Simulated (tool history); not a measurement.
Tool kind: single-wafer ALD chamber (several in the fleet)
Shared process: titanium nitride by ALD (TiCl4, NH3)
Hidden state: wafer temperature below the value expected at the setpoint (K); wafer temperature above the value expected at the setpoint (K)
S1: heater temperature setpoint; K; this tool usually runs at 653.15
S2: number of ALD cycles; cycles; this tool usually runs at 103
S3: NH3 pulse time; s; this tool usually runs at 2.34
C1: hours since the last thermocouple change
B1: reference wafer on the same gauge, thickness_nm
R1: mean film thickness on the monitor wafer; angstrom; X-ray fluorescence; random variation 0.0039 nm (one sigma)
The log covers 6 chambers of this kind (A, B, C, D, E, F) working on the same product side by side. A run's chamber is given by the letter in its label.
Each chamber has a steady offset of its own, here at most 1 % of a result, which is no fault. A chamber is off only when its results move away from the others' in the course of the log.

run   hour      S1   S2    S3      C1      B1      R1
 1B   10.3  653.15  103  2.34   682.7  2.1500  22.517
 2C   19.0  653.15  103  2.34   528.5  2.1486  22.412
 3D   31.1  653.15  103  2.34  1518.7  2.1485  22.623
 4A   38.7  653.15  103  2.34  1495.1  2.1494  22.403
 5E   50.8  653.15  123  1.99  1614.0  2.1473  26.729
 6F   56.8  653.15  123  1.99  1410.9  2.1474  26.705
 7E   63.6  653.15  123  1.99  1626.8  2.1471  26.674
 8B   76.2  653.15  123  1.99   748.6  2.1472  26.718
 9F   83.0  653.15  123  1.99  1437.1  2.1469  26.635
10D   89.3  653.15  123  1.99  1576.9  2.1460  26.675
11A   95.0  653.15  103  2.34  1551.4  2.1463  22.348
12C  106.6  653.15  121  1.88   616.1  2.1453  25.855
13F  114.2  653.15  121  1.88  1468.3  2.1451  26.049
14C  123.1  653.15  121  1.88   632.6  2.1451  25.915
15B  134.2  653.15  121  1.88   806.6  2.1443  26.148
16A  143.5  653.15  121  1.88  1599.9  2.1442  25.938
17D  154.1  653.15  121  1.88  1641.7  2.1445  26.245
18E  161.3  653.15  103  2.34  1724.5  2.1439  22.535
19C  171.8  653.15  103  2.34   681.3  2.1422  22.292
20E  183.7  653.15  103  2.34  1746.9  2.1412  22.535
21D  190.0  653.15  103  2.34  1677.6  2.1407  22.606
22F  201.0  653.15  103  2.34  1555.1  2.1412  22.485
23A  211.9  653.15  103  2.34  1668.3  2.1405  22.303
24B  221.4  653.15  123  2.34   893.8  2.1409  26.883
25B  233.3  653.15  123  2.34   905.7  2.1393  26.848
26E  244.9  653.15  123  2.34  1808.1  2.1398  26.899
27F  251.1  653.15  123  2.34  1605.2  2.1390  26.793
28A  259.2  653.15  123  2.34  1715.6  2.1379  26.644
29D  266.5  653.15  123  2.34  1754.1  2.1387  26.869
30C  276.6  653.15  103  2.34   786.1  2.1392  22.218
31C  282.6  653.15  103  2.34   792.1  2.1384  22.274
32F  288.3  653.15  103  2.34  1642.4  2.1376  22.403
33E  300.1  653.15   91  1.88  1863.3  2.1369  19.526
34A  312.6  653.15   91  1.88  1769.0  2.1369  19.375
35B  323.5  653.15   91  1.88   995.9  2.1365  19.602
36D  329.4  653.15   91  1.88  1817.0  2.1361  19.646
37D  337.8  653.15   91  1.88  1825.4  2.1355  19.609
38A  345.5  653.15   91  1.88  1801.9  2.1355  19.377

Next, all 6 chambers run the settings below, one line each with question marks for the results. What does each chamber give?
39A  354.9  653.15  103  2.34           ?
39B  354.9  653.15  103  2.34           ?
39C  354.9  653.15  103  2.34           ?
39D  354.9  653.15  103  2.34           ?
39E  354.9  653.15  103  2.34           ?
39F  354.9  653.15  103  2.34           ?

run      R1
39A  22.217
39B  22.372
39C  22.259
39D  22.442
39E  22.447
39F  22.461
